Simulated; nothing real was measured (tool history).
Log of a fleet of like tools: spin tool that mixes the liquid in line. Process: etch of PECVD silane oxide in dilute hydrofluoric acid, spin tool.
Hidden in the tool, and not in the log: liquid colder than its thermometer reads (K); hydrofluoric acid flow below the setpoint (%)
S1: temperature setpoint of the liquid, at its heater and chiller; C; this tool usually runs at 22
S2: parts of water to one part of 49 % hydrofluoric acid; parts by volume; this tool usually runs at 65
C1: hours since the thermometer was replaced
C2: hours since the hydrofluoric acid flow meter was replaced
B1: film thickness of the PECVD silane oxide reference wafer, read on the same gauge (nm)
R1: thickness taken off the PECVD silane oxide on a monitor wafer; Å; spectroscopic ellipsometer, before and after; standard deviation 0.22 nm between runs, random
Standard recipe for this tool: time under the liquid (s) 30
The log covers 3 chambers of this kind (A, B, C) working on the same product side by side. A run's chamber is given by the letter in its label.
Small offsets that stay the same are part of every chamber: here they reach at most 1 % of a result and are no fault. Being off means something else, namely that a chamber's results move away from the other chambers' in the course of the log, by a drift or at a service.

Run 1B, day 0.088: usual settings; C1 1268.9; C2 1112.5; B1 140. Result: R1 220.82 Å.
Run 2A, day 0.221: usual settings; C1 906.9; C2 1242.4; B1 139.99. Result: R1 218.78 Å.
Run 3C, day 0.408: usual settings; C1 1934.9; C2 358.5; B1 140.03. Result: R1 216.71 Å.
Run 4B, day 0.512: usual settings; C1 1279.1; C2 1122.7; B1 139.98. Result: R1 224.77 Å.
Run 5A, day 0.638: usual settings; C1 916.9; C2 1252.4; B1 140. Result: R1 220.84 Å.
Run 6C, day 0.775: usual settings; C1 1943.7; C2 367.3; B1 140.02. Result: R1 220.31 Å.
At day 0.846: chamber C: thermometer replaced.
Run 7C, day 0.896: usual settings but S1 24.5 C, S2 50 parts by volume; C1 1.3; C2 370.2; B1 140.03. Result: R1 323.95 Å.
Run 8B, day 1.025: usual settings but S1 24.5 C, S2 50 parts by volume; C1 1291.4; C2 1135; B1 139.99. Result: R1 324.53 Å.
Run 9A, day 1.108: usual settings but S1 24.5 C, S2 50 parts by volume; C1 928.2; C2 1263.7; B1 140. Result: R1 322.55 Å.
Run 10A, day 1.292: usual settings but S1 17.5 C; C1 932.6; C2 1268.1; B1 139.99. Result: R1 183.85 Å.
Run 11B, day 1.404: usual settings but S1 17.5 C; C1 1300.5; C2 1144.1; B1 140.02. Result: R1 185.79 Å.
Run 12C, day 1.533: usual settings but S1 17.5 C; C1 16.6; C2 385.5; B1 140.03. Result: R1 182.91 Å.
Run 13B, day 1.617: usual settings; C1 1305.6; C2 1149.2; B1 140. Result: R1 224.13 Å.
Run 14A, day 1.742: usual settings; C1 943.4; C2 1278.9; B1 139.96. Result: R1 218.7 Å.
Run 15C, day 1.846: usual settings; C1 24.1; C2 393; B1 140.01. Result: R1 217.99 Å.
At day 1.9: chamber B: hydrofluoric acid flow meter replaced.
Run 16C, day 2.012: usual settings; C1 28.1; C2 397; B1 140.01. Result: R1 219.92 Å.
Run 17A, day 2.121: usual settings but S2 85 parts by volume; C1 952.5; C2 1288; B1 139.97. Result: R1 165.54 Å.
Run 18B, day 2.221: usual settings but S2 85 parts by volume; C1 1320.1; C2 7.7; B1 140.02. Result: R1 167.3 Å.
Run 19B, day 2.396: usual settings but S2 85 parts by volume; C1 1324.3; C2 11.9; B1 140. Result: R1 165.5 Å.
Run 20C, day 2.496: usual settings; C1 39.7; C2 408.6; B1 140. Result: R1 222.87 Å.
Run 21A, day 2.633: usual settings; C1 964.8; C2 1300.3; B1 140. Result: R1 223.2 Å.
Run 22B, day 2.825: usual settings but S1 19.5 C; C1 1334.6; C2 22.2; B1 139.99. Result: R1 202.16 Å.
Run 23A, day 2.946: usual settings but S1 19.5 C; C1 972.3; C2 1307.8; B1 140. Result: R1 204 Å.
Run 24C, day 3.083: usual settings but S1 19.5 C; C1 53.8; C2 422.7; B1 139.99. Result: R1 199.04 Å.
Run 25B, day 3.25: usual settings; C1 1344.8; C2 32.4; B1 140.04. Result: R1 225.42 Å.
Run 26A, day 3.342: usual settings; C1 981.8; C2 1317.3; B1 139.97. Result: R1 219.55 Å.
Run 27C, day 3.533: usual settings but S1 19 C, time under the liquid (s) 35; C1 64.6; C2 433.5; B1 140.02. Result: R1 228.66 Å.

One chamber off, gauge drift, or nothing amiss beyond the chambers' own small offsets? If it is a chamber, which one, and what is the likeliest cause?

All chambers stay in line apart from their small fixed offsets, and the gauge does not drift.
